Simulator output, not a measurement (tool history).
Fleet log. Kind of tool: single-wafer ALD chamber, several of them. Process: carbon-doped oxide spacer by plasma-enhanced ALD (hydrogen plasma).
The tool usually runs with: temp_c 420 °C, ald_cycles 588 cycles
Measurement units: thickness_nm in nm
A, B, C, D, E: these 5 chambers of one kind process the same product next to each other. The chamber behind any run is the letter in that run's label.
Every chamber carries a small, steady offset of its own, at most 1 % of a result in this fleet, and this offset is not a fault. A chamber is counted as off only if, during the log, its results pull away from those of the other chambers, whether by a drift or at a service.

run,day,temp_c,ald_cycles,"read-back reference wafer on the same gauge, thickness_nm",thickness_nm
1C,0.446,420,588,29.400,27.498
2E,0.908,420,588,29.419,27.769
3D,1.417,420,588,29.423,27.711
4A,1.838,420,588,29.436,27.601
5B,2.171,420,588,29.425,27.908
6A,2.642,420,588,29.427,27.562
7C,2.908,420,588,29.454,27.585
8E,3.175,420,588,29.438,27.805
9B,3.425,420,588,29.446,27.821
10D,3.871,420,588,29.460,27.693
11E,4.188,420,588,29.449,27.786
12C,4.592,420,588,29.449,27.633
13A,5.017,420,588,29.458,27.520
14B,5.521,420,588,29.469,27.832
15D,6.054,420,528,29.476,24.966
16C,6.575,420,528,29.479,24.801
17B,7.058,420,528,29.490,25.019
18E,7.471,420,528,29.500,24.992
19D,8.046,420,528,29.492,25.001
20A,8.617,431,637,29.520,28.886
21D,9.017,431,637,29.509,28.960
22B,9.338,431,637,29.524,29.198
23E,9.696,431,637,29.529,29.143
24A,10.083,431,637,29.537,28.889
# day 10.296: chamber D: thermocouple changed; heater temperature recalibrated
25C,10.462,420,588,29.545,27.636
26C,10.771,420,588,29.534,27.678
27B,11.192,420,588,29.542,27.955
28D,11.754,420,588,29.543,27.878
29E,12.008,420,588,29.570,27.948
30A,12.283,420,588,29.551,27.647
31B,12.558,420,588,29.556,27.949
32A,12.917,420,588,29.572,27.719
33E,13.321,410,631,29.560,30.971
34C,13.808,410,631,29.589,30.620
35D,14.229,410,631,29.576,30.988
36D,14.625,410,631,29.603,30.875
37A,14.988,410,631,29.595,30.735

Which is it: a chamber that has drifted or been left off by a service, a gauge drift common to all chambers, or only each chamber's usual small offset? If a chamber is off, name it and its likeliest cause.

The gauge drifts, so all chambers seem to drift together. No chamber is off.
Cause: gauge reads high (%) = 0.671.
